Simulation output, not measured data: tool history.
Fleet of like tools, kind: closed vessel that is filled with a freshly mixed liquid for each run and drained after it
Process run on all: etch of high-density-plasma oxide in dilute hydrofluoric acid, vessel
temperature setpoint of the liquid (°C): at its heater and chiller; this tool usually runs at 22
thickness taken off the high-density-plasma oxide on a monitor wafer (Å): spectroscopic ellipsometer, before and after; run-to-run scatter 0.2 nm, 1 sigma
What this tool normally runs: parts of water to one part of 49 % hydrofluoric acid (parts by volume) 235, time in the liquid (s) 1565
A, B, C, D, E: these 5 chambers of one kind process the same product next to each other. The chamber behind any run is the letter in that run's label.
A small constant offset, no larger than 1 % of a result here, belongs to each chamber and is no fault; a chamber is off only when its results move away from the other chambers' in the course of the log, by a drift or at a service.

| run | hour | temperature setpoint of the liquid (°C) | parts of water to one part of 49 % hydrofluoric acid (parts by volume) | time in the liquid (s) | read-back film thickness of the high-density-plasma oxide reference wafer, read on the same gauge (nm) | thickness taken off the high-density-plasma oxide on a monitor wafer (Å) |
|---|---|---|---|---|---|---|
| 1D | 6.1 | 22 | 235 | 1565 | 79.969 | 267.82 |
| 2B | 10.3 | 22 | 235 | 1565 | 80.007 | 270.65 |
| 3A | 16.9 | 22 | 235 | 1565 | 80.03 | 275.28 |
| 4E | 21 | 22 | 235 | 1565 | 80.021 | 271.59 |
| 5C | 25.5 | 22 | 235 | 1565 | 79.997 | 268.3 |
| 6E | 30.8 | 22 | 235 | 1565 | 79.987 | 267.04 |
| 7A | 36.6 | 22 | 235 | 1565 | 79.991 | 269.94 |
| 8B | 43.7 | 22 | 235 | 1565 | 79.972 | 274.22 |
|  | 47.5 | chamber A: hydrofluoric acid flow meter replaced |
| 9C | 47.6 | 22 | 235 | 1565 | 80.002 | 271.14 |
| 10D | 53.5 | 22 | 235 | 1565 | 79.99 | 268.88 |
| 11B | 60.9 | 22 | 235 | 1565 | 79.996 | 272.4 |
| 12E | 64.8 | 22 | 235 | 1565 | 80.004 | 268.78 |
| 13D | 71 | 22 | 235 | 1565 | 80.01 | 271.39 |
| 14C | 74.7 | 22 | 235 | 1565 | 80.013 | 266.19 |
| 15A | 81.4 | 22 | 235 | 1565 | 79.986 | 274.6 |
|  | 87.6 | chamber C: thermometer replaced |
| 16E | 89.3 | 22 | 235 | 1565 | 80.003 | 264.68 |
| 17D | 95.3 | 22 | 235 | 1565 | 80.029 | 273.73 |
| 18C | 102.1 | 22 | 235 | 1565 | 79.983 | 270.21 |
| 19B | 109.9 | 22 | 235 | 1565 | 79.975 | 270.43 |
| 20A | 116.1 | 22 | 235 | 1565 | 79.967 | 269.66 |
| 21D | 122.8 | 22 | 235 | 1565 | 80.033 | 277.18 |
| 22B | 126.8 | 22 | 235 | 1565 | 80 | 272.23 |
| 23E | 131.7 | 22 | 235 | 1565 | 79.997 | 268.49 |
| 24A | 136 | 22 | 235 | 1565 | 79.99 | 269.96 |
| 25C | 141 | 22 | 235 | 1565 | 80.009 | 269.82 |
| 26A | 146.6 | 22 | 235 | 1565 | 79.991 | 271.67 |
| 27B | 153 | 22 | 235 | 1565 | 79.98 | 270.54 |
| 28D | 159.6 | 22 | 295 | 1565 | 80.014 | 209.73 |
| 29E | 165.5 | 22 | 295 | 1565 | 79.997 | 198.67 |
| 30C | 169.8 | 22 | 295 | 1565 | 79.97 | 204.13 |
| 31C | 174.7 | 22 | 295 | 1565 | 79.99 | 204.52 |
| 32D | 180.9 | 22 | 295 | 1565 | 79.998 | 212.56 |
| 33A | 187.3 | 22 | 235 | 1565 | 80.028 | 272.51 |
| 34B | 195.2 | 22 | 235 | 1565 | 79.997 | 270.74 |
| 35E | 201.9 | 22 | 175 | 1565 | 80.001 | 382.21 |
| 36B | 205.5 | 22 | 175 | 1565 | 79.953 | 393.39 |
| 37E | 211.5 | 22 | 175 | 1565 | 79.971 | 386.39 |
| 38C | 218.9 | 22 | 175 | 1565 | 80.036 | 383.74 |
| 39A | 226.1 | 22 | 175 | 1565 | 79.994 | 388.63 |
| 40D | 230.3 | 20 | 235 | 2145 | 79.997 | 360.87 |
| 41C | 236.1 | 20 | 235 | 2145 | 80.032 | 342.1 |
| 42D | 241.1 | 20 | 235 | 2145 | 79.979 | 363.03 |
| 43E | 247.8 | 20 | 235 | 2145 | 79.988 | 337.58 |

All chambers now run identical settings, listed one chamber a line with results as question marks. What results will each chamber show?
| 44A | 253.7 | 22 | 235 | 1565 |  | ? |
| 44B | 253.7 | 22 | 235 | 1565 |  | ? |
| 44C | 253.7 | 22 | 235 | 1565 |  | ? |
| 44D | 253.7 | 22 | 235 | 1565 |  | ? |
| 44E | 253.7 | 22 | 235 | 1565 |  | ? |

| run | thickness taken off the high-density-plasma oxide on a monitor wafer (Å) |
|---|---|
| 44A | 275.22 |
| 44B | 269.56 |
| 44C | 268.85 |
| 44D | 291.2 |
| 44E | 270.54 |
